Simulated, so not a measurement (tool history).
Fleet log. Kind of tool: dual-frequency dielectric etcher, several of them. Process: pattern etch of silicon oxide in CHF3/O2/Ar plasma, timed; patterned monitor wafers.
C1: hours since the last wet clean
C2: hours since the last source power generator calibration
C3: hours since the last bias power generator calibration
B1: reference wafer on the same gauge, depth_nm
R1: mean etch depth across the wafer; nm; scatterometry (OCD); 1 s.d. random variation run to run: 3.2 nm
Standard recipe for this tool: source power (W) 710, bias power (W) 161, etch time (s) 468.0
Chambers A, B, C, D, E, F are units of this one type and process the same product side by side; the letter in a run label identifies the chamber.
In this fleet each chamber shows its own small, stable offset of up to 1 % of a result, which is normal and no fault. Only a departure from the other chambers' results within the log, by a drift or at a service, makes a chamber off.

Run 1D, day 0.600: usual settings; C1 38.5; C2 314.6; C3 2452.0; B1 947.94. Result: R1 953.02 nm.
Run 2E, day 1.233: usual settings; C1 254.6; C2 1523.6; C3 1992.5; B1 947.85. Result: R1 946.61 nm.
Run 3C, day 1.629: usual settings; C1 94.2; C2 2915.1; C3 3377.5; B1 948.24. Result: R1 943.30 nm.
Run 4F, day 2.117: usual settings; C1 522.9; C2 2666.1; C3 284.5; B1 948.39. Result: R1 950.19 nm.
Run 5B, day 2.558: usual settings; C1 115.2; C2 2472.3; C3 614.5; B1 947.47. Result: R1 953.94 nm.
At day 2.850: chamber F: wet clean of the chamber.
Run 6A, day 2.996: usual settings; C1 123.9; C2 717.1; C3 974.4; B1 947.89. Result: R1 945.17 nm.
At day 3.162: chamber E: bias power generator calibrated.
Run 7B, day 3.321: usual settings; C1 133.5; C2 2490.6; C3 632.8; B1 948.16. Result: R1 951.84 nm.
Run 8F, day 3.912: usual settings; C1 25.5; C2 2709.2; C3 327.6; B1 947.36. Result: R1 944.22 nm.
Run 9D, day 4.333: usual settings; C1 128.1; C2 404.2; C3 2541.6; B1 947.65. Result: R1 950.14 nm.
Run 10A, day 4.975: usual settings; C1 171.4; C2 764.6; C3 1021.9; B1 947.86. Result: R1 949.51 nm.
Run 11C, day 5.571: usual settings but etch time (s) 580.0; C1 188.8; C2 3009.7; C3 3472.1; B1 947.86. Result: R1 1174.50 nm.
Run 12E, day 6.225: usual settings but etch time (s) 580.0; C1 374.4; C2 1643.4; C3 73.5; B1 947.72. Result: R1 1168.80 nm.
Run 13E, day 6.700: usual settings but etch time (s) 580.0; C1 385.8; C2 1654.8; C3 84.9; B1 947.85. Result: R1 1165.10 nm.
Run 14C, day 7.296: usual settings but etch time (s) 580.0; C1 230.2; C2 3051.1; C3 3513.5; B1 947.36. Result: R1 1168.40 nm.
Run 15F, day 7.683: usual settings but etch time (s) 580.0; C1 116.0; C2 2799.7; C3 418.1; B1 947.10. Result: R1 1176.70 nm.
Run 16D, day 8.250: usual settings but etch time (s) 580.0; C1 222.1; C2 498.2; C3 2635.6; B1 948.09. Result: R1 1176.10 nm.
At day 8.462: chamber C: bias power generator calibrated.
Run 17A, day 8.700: usual settings; C1 260.8; C2 854.0; C3 1111.3; B1 948.23. Result: R1 954.62 nm.
Run 18B, day 9.121: usual settings; C1 272.7; C2 2629.8; C3 772.0; B1 947.61. Result: R1 947.58 nm.
Run 19A, day 9.758: usual settings; C1 286.2; C2 879.4; C3 1136.7; B1 947.63. Result: R1 953.11 nm.
At day 10.088: chamber B: source power generator calibrated.
Run 20E, day 10.300: usual settings; C1 472.2; C2 1741.2; C3 171.3; B1 946.88. Result: R1 932.81 nm.
Run 21C, day 10.792: usual settings; C1 314.1; C2 3135.0; C3 56.0; B1 948.00. Result: R1 941.23 nm.
Run 22D, day 11.183: usual settings; C1 292.5; C2 568.6; C3 2706.0; B1 947.39. Result: R1 957.30 nm.
Run 23B, day 11.642: usual settings; C1 333.2; C2 37.3; C3 832.5; B1 948.47. Result: R1 953.90 nm.
Run 24F, day 12.208: usual settings; C1 224.6; C2 2908.3; C3 526.7; B1 948.37. Result: R1 949.81 nm.
Run 25A, day 12.521: usual settings but etch time (s) 535.5; C1 352.5; C2 945.7; C3 1203.0; B1 948.50. Result: R1 1085.20 nm.
Run 26D, day 13.029: usual settings but etch time (s) 535.5; C1 336.8; C2 612.9; C3 2750.3; B1 948.39. Result: R1 1093.60 nm.
Run 27B, day 13.638: usual settings but etch time (s) 535.5; C1 381.1; C2 85.2; C3 880.4; B1 948.04. Result: R1 1096.90 nm.
Run 28E, day 14.012: usual settings but etch time (s) 535.5; C1 561.3; C2 1830.3; C3 260.4; B1 948.11. Result: R1 1060.40 nm.
Run 29C, day 14.675: usual settings but etch time (s) 535.5; C1 407.3; C2 3228.2; C3 149.2; B1 947.68. Result: R1 1077.40 nm.
Run 30F, day 15.329: usual settings but etch time (s) 535.5; C1 299.5; C2 2983.2; C3 601.6; B1 947.44. Result: R1 1078.80 nm.
Run 31B, day 15.725: usual settings; C1 431.2; C2 135.3; C3 930.5; B1 947.10. Result: R1 952.74 nm.
Run 32F, day 16.067: usual settings; C1 317.2; C2 3000.9; C3 619.3; B1 947.50. Result: R1 943.22 nm.
At day 16.279: chamber D: bias power generator calibrated.
Run 33A, day 16.612: usual settings; C1 450.7; C2 1043.9; C3 1301.2; B1 948.68. Result: R1 950.75 nm.
Run 34D, day 17.279: usual settings; C1 438.8; C2 714.9; C3 24.1; B1 949.15. Result: R1 953.64 nm.
Run 35E, day 17.675: usual settings; C1 649.2; C2 1918.2; C3 348.3; B1 947.93. Result: R1 922.65 nm.
Run 36C, day 18.246: usual settings; C1 493.0; C2 3313.9; C3 234.9; B1 947.90. Result: R1 941.19 nm.
Run 37C, day 18.892: usual settings; C1 508.5; C2 3329.4; C3 250.4; B1 948.32. Result: R1 944.83 nm.
Run 38F, day 19.521: usual settings; C1 400.1; C2 3083.8; C3 702.2; B1 946.74. Result: R1 942.29 nm.

All chambers now run identical settings, listed one chamber a line with results as question marks. What results will each chamber show?
Run 39A, day 20.000: usual settings but bias power (W) 134. Result: R1 ?.
Run 39B, day 20.000: usual settings but bias power (W) 134. Result: R1 ?.
Run 39C, day 20.000: usual settings but bias power (W) 134. Result: R1 ?.
Run 39D, day 20.000: usual settings but bias power (W) 134. Result: R1 ?.
Run 39E, day 20.000: usual settings but bias power (W) 134. Result: R1 ?.
Run 39F, day 20.000: usual settings but bias power (W) 134. Result: R1 ?.

run      R1
39A  892.28
39B  902.75
39C  895.21
39D  904.51
39E  873.19
39F  891.99

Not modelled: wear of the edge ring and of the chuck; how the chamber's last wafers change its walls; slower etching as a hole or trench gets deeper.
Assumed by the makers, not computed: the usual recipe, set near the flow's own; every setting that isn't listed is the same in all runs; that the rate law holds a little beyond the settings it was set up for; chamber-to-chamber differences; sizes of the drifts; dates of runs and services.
